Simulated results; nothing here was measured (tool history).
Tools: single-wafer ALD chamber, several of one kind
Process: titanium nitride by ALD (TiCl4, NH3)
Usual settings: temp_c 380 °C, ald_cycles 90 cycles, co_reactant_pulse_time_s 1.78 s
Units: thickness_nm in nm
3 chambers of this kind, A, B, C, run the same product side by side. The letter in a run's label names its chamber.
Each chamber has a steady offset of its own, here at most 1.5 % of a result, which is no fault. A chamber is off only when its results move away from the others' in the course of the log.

run,day,temp_c,ald_cycles,co_reactant_pulse_time_s,"read-back reference wafer on the same gauge, thickness_nm",thickness_nm
1B,0.225,380,90,1.78,2.2606,1.9087
2C,0.425,380,90,1.78,2.2611,1.9458
3A,0.612,380,90,1.78,2.2619,1.9286
4B,0.717,380,90,1.78,2.2627,1.9062
5A,0.888,380,90,1.78,2.2615,1.9308
6C,1.104,380,90,1.78,2.2625,1.9380
7C,1.275,380,90,1.78,2.2629,1.9450
8A,1.458,380,90,1.78,2.2627,1.9302
9B,1.567,380,90,1.78,2.2638,1.9096
10A,1.733,380,90,1.78,2.2639,1.9328
11B,1.950,380,90,1.78,2.2640,1.9127
12C,2.129,380,90,1.78,2.2647,1.9454
13B,2.288,385,90,1.78,2.2660,1.9261
14A,2.454,385,90,1.78,2.2656,1.9421
15C,2.567,385,90,1.78,2.2657,1.9541
16C,2.812,380,90,1.78,2.2661,1.9517
17A,3.008,380,90,1.78,2.2666,1.9400
18B,3.246,380,90,1.78,2.2671,1.9095
19A,3.404,390,90,1.78,2.2675,1.9587
20B,3.529,390,90,1.78,2.2678,1.9364
21C,3.679,390,90,1.78,2.2679,1.9653
22B,3.912,380,90,1.78,2.2689,1.9179
23A,4.154,380,90,1.78,2.2697,1.9373
24C,4.400,380,90,1.78,2.2701,1.9497
25B,4.504,380,90,1.78,2.2693,1.9148
26A,4.750,380,90,1.78,2.2705,1.9361
27C,4.925,380,90,1.78,2.2713,1.9459
28A,5.092,380,105,1.78,2.2724,2.2617
29B,5.317,380,105,1.78,2.2719,2.2344
30C,5.550,380,105,1.78,2.2720,2.2733

All 3 chambers run these settings next. Forecast each chamber's results:
31A,5.729,380,90,1.78,,?
31B,5.729,380,90,1.78,,?
31C,5.729,380,90,1.78,,?

run,thickness_nm
31A,1.9432
31B,1.9192
31C,1.9518

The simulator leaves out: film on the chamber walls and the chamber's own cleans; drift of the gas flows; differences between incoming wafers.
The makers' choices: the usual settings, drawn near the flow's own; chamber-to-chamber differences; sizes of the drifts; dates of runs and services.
